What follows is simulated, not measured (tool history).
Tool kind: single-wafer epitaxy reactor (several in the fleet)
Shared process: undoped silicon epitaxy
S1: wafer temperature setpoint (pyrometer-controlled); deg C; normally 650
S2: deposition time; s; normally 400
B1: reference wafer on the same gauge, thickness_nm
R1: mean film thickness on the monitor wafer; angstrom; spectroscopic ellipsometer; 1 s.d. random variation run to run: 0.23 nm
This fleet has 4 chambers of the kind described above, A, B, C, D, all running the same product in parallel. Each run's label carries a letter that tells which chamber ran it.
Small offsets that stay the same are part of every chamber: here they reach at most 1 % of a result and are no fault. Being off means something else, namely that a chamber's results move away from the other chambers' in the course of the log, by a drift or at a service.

{"run": "1B", "hour": 5.8, "S1": 650, "S2": 400, "B1": 70.532, "R1": 663.85}
{"run": "2D", "hour": 12.8, "S1": 650, "S2": 400, "B1": 70.518, "R1": 674.46}
{"run": "3A", "hour": 20.4, "S1": 650, "S2": 400, "B1": 70.488, "R1": 677.15}
{"run": "4C", "hour": 27.7, "S1": 650, "S2": 400, "B1": 70.547, "R1": 681.51}
{"run": "5A", "hour": 33.9, "S1": 650, "S2": 400, "B1": 70.455, "R1": 675.72}
{"run": "6B", "hour": 37.3, "S1": 650, "S2": 332, "B1": 70.481, "R1": 556.09}
{"run": "7C", "hour": 44.1, "S1": 650, "S2": 332, "B1": 70.498, "R1": 561.31}
{"run": "8D", "hour": 50.4, "S1": 650, "S2": 332, "B1": 70.507, "R1": 557.53}
{"run": "9D", "hour": 54.1, "S1": 650, "S2": 332, "B1": 70.499, "R1": 556.67}
{"run": "10B", "hour": 60.9, "S1": 650, "S2": 400, "B1": 70.535, "R1": 668.8}
{"run": "11C", "hour": 65.7, "S1": 650, "S2": 332, "B1": 70.55, "R1": 565.53}
{"run": "12A", "hour": 71.1, "S1": 650, "S2": 332, "B1": 70.45, "R1": 559.33}
{"run": "13C", "hour": 74.4, "S1": 650, "S2": 332, "B1": 70.514, "R1": 559.8}
{"run": "14A", "hour": 79.8, "S1": 650, "S2": 332, "B1": 70.533, "R1": 558.19}
{"run": "15D", "hour": 85.8, "S1": 650, "S2": 400, "B1": 70.503, "R1": 676.5}
{"run": "16B", "hour": 90.1, "S1": 650, "S2": 400, "B1": 70.457, "R1": 669.58}
{"run": "17A", "hour": 94.4, "S1": 658, "S2": 400, "B1": 70.483, "R1": 806.88}
{"run": "18D", "hour": 101.3, "S1": 658, "S2": 400, "B1": 70.517, "R1": 802.76}
{"run": "19C", "hour": 108.9, "S1": 658, "S2": 400, "B1": 70.479, "R1": 803.41}
{"run": "20B", "hour": 113.2, "S1": 658, "S2": 400, "B1": 70.485, "R1": 801.64}
{"run": "21B", "hour": 117.4, "S1": 650, "S2": 400, "B1": 70.533, "R1": 676.75}
{"run": "22C", "hour": 123.2, "S1": 642, "S2": 400, "B1": 70.507, "R1": 565.24}
{"run": "23D", "hour": 127.8, "S1": 642, "S2": 400, "B1": 70.437, "R1": 565.87}
{"run": "24A", "hour": 135.0, "S1": 642, "S2": 400, "B1": 70.527, "R1": 562.39}
{"run": "25C", "hour": 141.4, "S1": 642, "S2": 400, "B1": 70.545, "R1": 570.88}
{"run": "26B", "hour": 146.3, "S1": 650, "S2": 400, "B1": 70.536, "R1": 691.12}
{"run": "27D", "hour": 153.6, "S1": 650, "S2": 400, "B1": 70.485, "R1": 678.04}
{"run": "28A", "hour": 156.9, "S1": 650, "S2": 400, "B1": 70.481, "R1": 676.72}
{"run": "29D", "hour": 160.5, "S1": 650, "S2": 400, "B1": 70.469, "R1": 678.63}
{"run": "30A", "hour": 165.8, "S1": 650, "S2": 400, "B1": 70.483, "R1": 673.24}
{"run": "31C", "hour": 170.6, "S1": 650, "S2": 400, "B1": 70.461, "R1": 676.51}
{"run": "32B", "hour": 178.2, "S1": 657, "S2": 357, "B1": 70.498, "R1": 721.47}
{"run": "33D", "hour": 183.2, "S1": 657, "S2": 357, "B1": 70.505, "R1": 703.83}
{"run": "34C", "hour": 190.0, "S1": 657, "S2": 357, "B1": 70.497, "R1": 704.06}
{"run": "35A", "hour": 196.8, "S1": 657, "S2": 357, "B1": 70.453, "R1": 699.67}
{"run": "36B", "hour": 200.5, "S1": 642, "S2": 400, "B1": 70.551, "R1": 586.19}

All chambers now run identical settings, listed one chamber a line with results as question marks. What results will each chamber show?
{"run": "37A", "hour": 206.0, "S1": 650, "S2": 333, "R1": "?"}
{"run": "37B", "hour": 206.0, "S1": 650, "S2": 333, "R1": "?"}
{"run": "37C", "hour": 206.0, "S1": 650, "S2": 333, "R1": "?"}
{"run": "37D", "hour": 206.0, "S1": 650, "S2": 333, "R1": "?"}

run=37A R1=559.56
run=37B R1=583.51
run=37C R1=564.2
run=37D R1=561.44
